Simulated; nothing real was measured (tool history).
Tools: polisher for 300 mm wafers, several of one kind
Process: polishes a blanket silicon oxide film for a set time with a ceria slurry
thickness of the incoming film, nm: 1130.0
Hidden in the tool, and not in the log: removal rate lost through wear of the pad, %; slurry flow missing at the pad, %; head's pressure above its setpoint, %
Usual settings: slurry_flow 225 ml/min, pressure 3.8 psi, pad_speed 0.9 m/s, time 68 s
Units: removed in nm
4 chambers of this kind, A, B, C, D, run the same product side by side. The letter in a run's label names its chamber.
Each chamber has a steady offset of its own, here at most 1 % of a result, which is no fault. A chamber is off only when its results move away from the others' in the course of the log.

run,hour,slurry_flow,pressure,pad_speed,time,wafers polished on this pad,hours since the slurry nozzle was cleaned,hours since the head pressure was calibrated,removed
1B,5.2,225,3.8,0.9,68,573,663.3,512.4,374.55
2D,12.1,225,3.8,0.9,68,543,387.1,161.3,368.78
# hour 13.3: chamber A: worn pad replaced by a new one
# hour 16.5: chamber B: slurry nozzle cleaned
3A,16.5,225,3.8,0.9,68,18,411.3,310.4,369.7
4C,20.1,225,3.8,0.9,68,862,72.3,771.5,368.92
5C,24.6,225,3.8,0.9,68,888,76.8,776,374.49
6D,28.6,225,3.8,0.9,68,638,403.6,177.8,370.5
7B,33.3,225,3.8,0.9,68,734,16.8,540.5,371.2
# hour 34.3: chamber C: worn pad replaced by a new one
8A,40.6,225,3.8,0.9,68,156,435.4,334.5,375.21
9B,47.2,285,3.8,0.9,68,813,30.7,554.4,383.44
10C,53.9,285,3.8,0.9,68,112,106.1,805.3,381.7
11D,57.2,285,3.8,0.9,68,802,432.2,206.4,390.53
# hour 61.3: chamber B: head pressure recalibrated
12A,62.5,285,3.8,0.9,68,282,457.3,356.4,378.79
13B,65.8,225,3.8,0.9,68,920,49.3,4.6,371.37
14C,69.8,225,3.8,0.9,68,203,122,821.2,375.31
15D,75.1,225,3.8,0.9,68,905,450.1,224.3,374.1
16A,81.4,225,3.8,0.9,68,390,476.2,375.3,369.06
# hour 86.6: chamber D: worn pad replaced by a new one
17B,87,225,3.8,0.9,68,1042,70.5,25.8,367.09
18D,90.6,225,3.8,0.9,68,23,465.6,239.8,366.74
19C,95.9,225,3.8,0.9,68,353,148.1,847.3,367.88
20A,101.1,225,3.8,0.9,68,503,495.9,395,372.85
21B,107.4,225,3.8,0.9,68,1159,90.9,46.2,369.42
22A,111.2,225,3.8,0.9,68,561,506,405.1,366.86
23D,114.7,225,3.8,0.9,68,161,489.7,263.9,373.77
24C,121.3,225,3.8,0.9,68,498,173.5,872.7,365.77
25C,125.3,225,3.8,0.9,68,521,177.5,876.7,359.92
26D,132.4,225,3.8,0.9,68,263,507.4,281.6,373.62
27A,138.4,225,4.3,0.9,68,717,533.2,432.3,420.7
28B,143.2,225,4.3,0.9,68,1364,126.7,82,422.73
29A,148.6,225,4.3,0.9,68,775,543.4,442.5,413.66
# hour 150.8: chamber B: worn pad replaced by a new one
30C,155,225,4.3,0.9,68,692,207.2,906.4,419.69
31B,159.9,225,3.8,0.9,68,52,143.4,98.7,370.15
32D,164.6,225,3.8,0.9,68,447,539.6,313.8,373.12
33C,168.4,225,3.8,0.9,68,768,220.6,919.8,372.19
34A,174,225,3.8,0.9,68,921,568.8,467.9,369.8
35B,180.1,225,3.8,0.9,68,168,163.6,118.9,366.28
36D,183.7,225,3.8,0.9,68,557,558.7,332.9,376.05
37A,190.5,225,3.8,0.9,68,1015,585.3,484.4,376.46
38D,195.5,225,3.8,0.9,68,624,570.5,344.7,380.83
39C,200.5,225,3.8,0.9,68,952,252.7,951.9,362.21
40B,203.7,225,3.8,0.9,68,303,187.2,142.5,379.7

Is one chamber off against the others, does the gauge drift, or is nothing wrong? If a chamber is off, say which, and what the likeliest cause is.

No chamber stands off beyond its own small offset, and the gauge holds steady.
